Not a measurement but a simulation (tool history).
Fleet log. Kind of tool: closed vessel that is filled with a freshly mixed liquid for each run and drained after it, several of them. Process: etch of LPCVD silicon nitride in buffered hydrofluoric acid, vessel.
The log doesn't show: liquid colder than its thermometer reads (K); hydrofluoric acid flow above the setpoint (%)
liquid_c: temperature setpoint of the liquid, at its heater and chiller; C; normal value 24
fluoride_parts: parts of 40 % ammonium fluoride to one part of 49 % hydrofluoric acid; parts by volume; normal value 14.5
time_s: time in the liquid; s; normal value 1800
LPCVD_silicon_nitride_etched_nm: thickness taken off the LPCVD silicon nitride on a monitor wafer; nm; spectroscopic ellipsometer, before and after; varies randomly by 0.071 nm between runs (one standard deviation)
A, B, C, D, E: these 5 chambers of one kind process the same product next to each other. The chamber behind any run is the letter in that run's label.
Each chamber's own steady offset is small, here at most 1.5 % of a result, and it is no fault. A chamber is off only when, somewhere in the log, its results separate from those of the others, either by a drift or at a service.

run,day,liquid_c,fluoride_parts,time_s,hours since the thermometer was replaced,hours since the hydrofluoric acid flow meter was replaced,"read-back film thickness of the LPCVD silicon nitride reference wafer, read on the same gauge (nm)",LPCVD_silicon_nitride_etched_nm
1E,0.108,24,14.5,1800,91.7,376.4,59.992,18.321
2A,0.308,24,14.5,1800,591.9,378.4,59.989,18.285
3C,0.458,24,14.5,1800,384.8,1464.8,60.004,18.244
4D,0.617,24,14.5,1800,701.4,194,59.986,18.396
5B,0.754,24,14.5,1800,1616.5,299.1,60.013,18.171
6A,0.85,24,14.5,1800,604.9,391.4,60.028,18.262
7D,1,24,14.5,1800,710.6,203.2,60.005,18.203
8C,1.183,24,14.5,1800,402.2,1482.2,59.963,18.063
9E,1.325,24,14.5,1800,120.9,405.6,60.062,18.397
10B,1.496,24,14.5,1800,1634.3,316.9,59.998,18.116
# day 1.529: chamber B: thermometer replaced
11B,1.621,24,14.5,1800,2.2,319.9,60.05,18.282
12E,1.808,24,14.5,1800,132.5,417.2,59.976,18.368
13D,1.975,24,14.5,1800,734,226.6,59.981,18.286
14A,2.108,24,14.5,1800,635.1,421.6,59.987,18.289
15C,2.208,24,14.5,1800,426.8,1506.8,60.016,17.983
16E,2.408,24,14.5,1800,146.9,431.6,60.006,18.375
17A,2.562,24,14.5,1800,646,432.5,60.027,18.353
18C,2.717,24,14.5,1800,439,1519,60.012,17.947
19D,2.875,24,14.5,1800,755.6,248.2,59.939,18.356
20B,3.058,24,14.5,1800,36.7,354.4,60.005,18.374
21C,3.238,24,14.5,1800,451.5,1531.5,59.993,17.673
22B,3.367,24,14.5,1800,44.1,361.8,60.055,18.213
23D,3.525,24,14.5,1800,771.2,263.8,60.067,18.305
24E,3.642,21,10,1800,176.5,461.2,59.975,22.305
25A,3.825,21,10,1800,676.3,462.8,60.015,22.229
26D,3.958,21,10,1800,781.6,274.2,60.009,22.292
27A,4.079,21,10,1800,682.4,468.9,60.022,22.232
28C,4.279,21,10,1800,476.5,1556.5,60.026,21.272
29B,4.4,24,14.5,1800,68.9,386.6,60.019,18.345
30E,4.508,24,14.5,1800,197.3,482,59.987,18.297

One chamber off, gauge drift, or nothing amiss beyond the chambers' own small offsets? If it is a chamber, which one, and what is the likeliest cause?

Little by little, chamber C moves away from the other chambers.
Most likely cause: liquid colder than its thermometer reads (K) = 0.889.
The log may not separate it from: hydrofluoric acid flow below the setpoint (%).

Here are 4 candidates for chamber C's next run, each the usual settings with a change, their results left as question marks. Which one brings its results back in line with what the others give on the usual settings?
In line here means within this much of the mean the other chambers give on the usual settings: LPCVD_silicon_nitride_etched_nm 0.25 nm
31C-1,4.654,24,14.5,1850,,,,?
31C-2,4.654,24,14.5,1695,,,,?
31C-3,4.654,24,14.5,1905,,,,?
31C-4,4.654,24,15,1800,,,,?

The mean the other chambers reach with the usual settings: LPCVD_silicon_nitride_etched_nm 18.312 nm
run,LPCVD_silicon_nitride_etched_nm
31C-1,17.738
31C-2,16.252
31C-3,18.265
31C-4,16.684
The answer is 31C-3, which returns the chamber to within the allowed miss of the others.

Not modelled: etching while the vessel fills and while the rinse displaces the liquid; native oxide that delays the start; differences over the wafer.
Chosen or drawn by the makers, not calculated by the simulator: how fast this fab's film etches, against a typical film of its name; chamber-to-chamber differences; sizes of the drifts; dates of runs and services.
